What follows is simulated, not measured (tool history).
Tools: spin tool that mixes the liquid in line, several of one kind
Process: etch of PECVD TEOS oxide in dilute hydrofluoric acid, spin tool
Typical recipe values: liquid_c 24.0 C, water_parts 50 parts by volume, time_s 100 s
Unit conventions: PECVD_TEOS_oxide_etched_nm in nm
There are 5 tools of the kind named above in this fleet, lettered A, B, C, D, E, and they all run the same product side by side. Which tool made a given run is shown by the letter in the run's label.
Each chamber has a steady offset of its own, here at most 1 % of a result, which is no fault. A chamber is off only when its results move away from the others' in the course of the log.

run    day  liquid_c  water_parts  time_s  hours since the thermometer was replaced  hours since the hydrofluoric acid flow meter was replaced  read-back film thickness of the PECVD TEOS oxide reference wafer, read on the same gauge (nm)  PECVD_TEOS_oxide_etched_nm
 1D  0.200      24.0           50     100                                    1062.9                                                      571.6                                                                                        100.010                      44.916
 2C  0.392      24.0           50     100                                    3217.3                                                       43.6                                                                                         99.980                      45.010
 3E  0.625      24.0           50     100                                    1326.9                                                      724.1                                                                                         99.987                      46.014
 4B  0.808      24.0           50     100                                     526.5                                                      686.0                                                                                        100.000                      45.350
 5A  1.012      24.0           50     130                                     261.6                                                       52.7                                                                                         99.977                      58.060
 6E  1.233      24.0           50     130                                    1341.5                                                      738.7                                                                                         99.975                      58.400
 7C  1.488      24.0           50     130                                    3243.6                                                       69.9                                                                                         99.989                      58.716
 8D  1.662      24.0           50     130                                    1098.0                                                      606.7                                                                                         99.975                      58.254
 9A  2.038      24.0           50     130                                     286.2                                                       77.3                                                                                         99.976                      59.349
10B  2.271      27.5           25     100                                     561.6                                                      721.1                                                                                        100.040                     110.650
11E  2.442      27.5           25     100                                    1370.5                                                      767.7                                                                                        100.010                     111.500
12B  2.717      27.5           25     100                                     572.3                                                      731.8                                                                                         99.997                     108.660
13C  2.967      27.5           25     100                                    3279.1                                                      105.4                                                                                         99.952                     106.630
14A  3.171      27.5           25     100                                     313.4                                                      104.5                                                                                         99.983                     108.530
15D  3.338      24.0           50     120                                    1138.2                                                      646.9                                                                                         99.977                      54.025
16C  3.717      24.0           50     120                                    3297.1                                                      123.4                                                                                         99.994                      53.931
17B  4.012      24.0           50     120                                     603.4                                                      762.9                                                                                        100.000                      55.048
18A  4.212      24.0           50     120                                     338.4                                                      129.5                                                                                         99.973                      54.421
19E  4.492      24.0           50     120                                    1419.7                                                      816.9                                                                                        100.030                      54.297
20D  4.708      24.0           50     100                                    1171.1                                                      679.8                                                                                        100.030                      46.631
21C  5.067      24.0           50     100                                    3329.5                                                      155.8                                                                                        100.050                      44.263
22E  5.246      24.0           50     100                                    1437.8                                                      835.0                                                                                        100.020                      46.136
23D  5.496      24.0           50     100                                    1190.0                                                      698.7                                                                                        100.010                      46.152
24B  5.738      24.0           50     100                                     644.8                                                      804.3                                                                                         99.979                      45.255
     5.808  -- chamber C: thermometer replaced
25A  5.962      24.0           50     100                                     380.4                                                      171.5                                                                                         99.974                      45.404
26B  6.192      24.0           50     100                                     655.7                                                      815.2                                                                                         99.997                      45.492
     6.375  -- chamber B: thermometer replaced
27D  6.404      24.0           50     100                                    1211.8                                                      720.5                                                                                        100.030                      45.949
28A  6.721      24.0           70     100                                     398.6                                                      189.7                                                                                         99.973                      31.403
29C  6.954      24.0           70     100                                      27.5                                                      201.1                                                                                         99.978                      31.534
30E  7.317      24.0           70     100                                    1487.5                                                      884.7                                                                                         99.985                      31.799
31D  7.662      24.0           70     100                                    1242.0                                                      750.7                                                                                        100.000                      33.399
32B  7.846      24.0           70     100                                      35.4                                                      854.9                                                                                         99.986                      32.032
33A  8.046      24.0           50     100                                     430.4                                                      221.5                                                                                         99.986                      45.024

Read the log: is a single chamber off, either drifting away or since a service, is the gauge that measures every chamber drifting, or is nothing wrong beyond small per-chamber offsets? Name any odd chamber and what most likely caused it.

Little by little, chamber D moves away from the other chambers.
Most likely cause: liquid hotter than its thermometer reads (K) = 1.66.
From this log alone, it may not be told apart from: hydrofluoric acid flow above the setpoint (%).

Which of the 4 candidates below, each the usual settings with something changed and its results left as question marks, puts chamber D back in line with what the other chambers give on the usual settings?
Maximum distance from the other chambers' mean on the usual settings for a result to count as in line: PECVD_TEOS_oxide_etched_nm 1.500 nm
34D-1  8.317      23.5           55     100                                                                                                                                                                                                                               ?
34D-2  8.317      24.0           45     100                                                                                                                                                                                                                               ?
34D-3  8.317      24.0           50     105                                                                                                                                                                                                                               ?
34D-4  8.317      24.0           50      95                                                                                                                                                                                                                               ?

What the other chambers average on the usual settings: PECVD_TEOS_oxide_etched_nm 45.200 nm
  run  PECVD_TEOS_oxide_etched_nm
34D-1                      42.545
34D-2                      53.872
34D-3                      50.522
34D-4                      45.710
34D-4 is the one that brings the chamber's results back in line with the other chambers.

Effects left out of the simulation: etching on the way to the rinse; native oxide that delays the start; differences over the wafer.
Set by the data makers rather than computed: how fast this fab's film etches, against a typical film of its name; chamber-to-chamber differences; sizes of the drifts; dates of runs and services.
